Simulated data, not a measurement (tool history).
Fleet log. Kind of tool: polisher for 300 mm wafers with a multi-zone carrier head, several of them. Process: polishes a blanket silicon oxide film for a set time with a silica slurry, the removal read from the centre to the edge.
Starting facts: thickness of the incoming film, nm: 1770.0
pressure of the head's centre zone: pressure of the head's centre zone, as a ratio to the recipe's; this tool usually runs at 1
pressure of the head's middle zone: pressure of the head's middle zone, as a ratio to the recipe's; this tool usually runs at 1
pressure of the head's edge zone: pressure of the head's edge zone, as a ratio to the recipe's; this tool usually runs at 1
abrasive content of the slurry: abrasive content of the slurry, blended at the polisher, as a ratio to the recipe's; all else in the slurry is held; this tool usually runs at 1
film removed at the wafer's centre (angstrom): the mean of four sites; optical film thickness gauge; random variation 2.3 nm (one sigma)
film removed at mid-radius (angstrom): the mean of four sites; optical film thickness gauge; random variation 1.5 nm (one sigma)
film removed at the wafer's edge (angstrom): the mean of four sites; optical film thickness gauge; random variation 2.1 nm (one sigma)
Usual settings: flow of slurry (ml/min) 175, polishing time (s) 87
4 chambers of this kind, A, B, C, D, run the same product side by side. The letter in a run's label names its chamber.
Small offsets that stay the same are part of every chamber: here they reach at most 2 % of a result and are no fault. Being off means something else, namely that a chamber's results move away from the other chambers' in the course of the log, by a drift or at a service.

run	hour	flow of slurry (ml/min)	pressure of the head's centre zone	pressure of the head's middle zone	pressure of the head's edge zone	abrasive content of the slurry	polishing time (s)	film removed at the wafer's centre (angstrom)	film removed at mid-radius (angstrom)	film removed at the wafer's edge (angstrom)
# hour 9.5: chamber B: worn pad replaced by a new one
# hour 9.9: chamber D: centre zone pressure recalibrated
1B	15.3	175	1	1	1	1	87	2161.9	2110.3	2111.2
# hour 20: chamber B: slurry nozzle cleaned
2A	26.3	175	1	1	1	1	87	2175.7	2160.8	2186
3C	41.7	175	1	1	1	1	87	2145.8	2113.2	2166.6
# hour 44.6: chamber C: worn pad replaced by a new one
4D	53.2	175	1	1	1	1	87	2116.5	2134.2	2084
5A	67	175	1	1	1	1	87	2180.4	2174.1	2152.8
# hour 77.3: chamber A: worn pad replaced by a new one
6B	81.9	175	0.91	1	1	1	87	1941.3	2103.3	2125
7D	92.5	175	0.91	1	1	1	87	1946.2	2182.5	2124.8
# hour 96.9: chamber A: edge zone pressure recalibrated
8C	105.8	175	0.91	1	1	1	87	1948	2132.9	2158.9
9C	121.2	175	0.91	1	1	1	87	1936.2	2148.7	2100.9
# hour 122.1: chamber B: worn pad replaced by a new one
10A	134.4	175	1	1	1	1	87	2173.3	2180.6	2159.5
11D	144.1	175	1	1	1	1	87	2153.5	2176.5	2174.8
12B	151.3	175	1	1	1	1	87	2116.1	2117.4	2168.2
# hour 160.7: chamber A: worn pad replaced by a new one
13C	162.3	175	1	1	1	1	87	2155.8	2130.3	2120.2
# hour 166.7: chamber C: worn pad replaced by a new one
14B	174.3	175	1	1	1	1	87	2159.7	2094.5	2108
15D	185.8	175	1	1	1	1	87	2140.5	2130.6	2086.1
16A	196.6	175	1	1	1	1	87	2178.8	2184.7	2161.8
17C	207.4	175	1	1	1	1	87	2152.8	2130.1	2158.6
18B	214.9	175	1	1	1	1	87	2162.1	2126.4	2128.5
19D	229.6	175	1	1	1	1	87	2095.8	2085.6	2079.8
# hour 232.7: chamber B: worn pad replaced by a new one
20A	242.9	175	1	1	1	1	87	2120.3	2152.5	2186.3
21C	253.8	175	1	1	1	1	87	2114.2	2147.1	2168
# hour 258.5: chamber A: worn pad replaced by a new one
# hour 266.6: chamber A: centre zone pressure recalibrated
22A	266.7	175	1	1	1	1	87	2143.4	2196.7	2147.2
# hour 277.4: chamber C: worn pad replaced by a new one
23D	278.8	175	1	1	1	1	87	2110	2081	2081.8
# hour 285: chamber C: centre zone pressure recalibrated
24B	294.2	175	1	1	1	1	87	2177.1	2082.9	2120.5
25D	306.2	175	1	1	1	1	87	2062.6	2081.3	2050
26A	316.5	175	1	1	1	1	87	2163.1	2155.8	2164.3
# hour 324.1: chamber C: slurry nozzle cleaned
27B	329.5	175	1	1	1	1	87	2179.5	2069.7	2142.3
# hour 333: chamber A: slurry nozzle cleaned
# hour 339: chamber B: worn pad replaced by a new one
28C	339.7	175	1	1	1	1	87	2151.3	2106.6	2171.9
29D	350.5	175	1	1	1	1	87	2086.4	2051.6	2013.5
# hour 358.2: chamber D: edge zone pressure recalibrated
30B	363	175	1	1	1	0.75	87	1832.5	1845.9	1878.6
# hour 365.4: chamber A: worn pad replaced by a new one
31C	373.4	175	1	1	1	0.75	87	1872	1882.7	1880.5
32A	383.2	175	1	1	1	0.75	87	1858.1	1873.1	1869.3
33C	393.4	175	1	1	1	0.75	87	1877.7	1834	1851.5
# hour 396.6: chamber C: worn pad replaced by a new one
34A	402.6	175	1	1	1	1	87	2185.9	2192.6	2142.2
35B	411.6	175	1	1	1	1	87	2103.7	2120.5	2144.2
# hour 420.5: chamber D: centre zone pressure recalibrated
36D	422.1	175	1	1	1	1	87	2049	2020.5	1986.3
37B	431.7	175	1	1	1	1	87	2131.7	2099.4	2148.5
38A	438.9	175	1	1	1	1	87	2104	2169.4	2163.7
39C	454.7	175	1	1	1.12	1	87	2141.8	2139.4	2271.3

Predict what each chamber gives when all 4 of them run the settings below next.
40A	466.3	175	1	1	1	1	87	?	?	?
40B	466.3	175	1	1	1	1	87	?	?	?
40C	466.3	175	1	1	1	1	87	?	?	?
40D	466.3	175	1	1	1	1	87	?	?	?

run	film removed at the wafer's centre (angstrom)	film removed at mid-radius (angstrom)	film removed at the wafer's edge (angstrom)
40A	2136.3	2173.1	2150.1
40B	2141.4	2136.3	2107.8
40C	2195.5	2109.9	2172.7
40D	2000.4	2033.6	2005.1
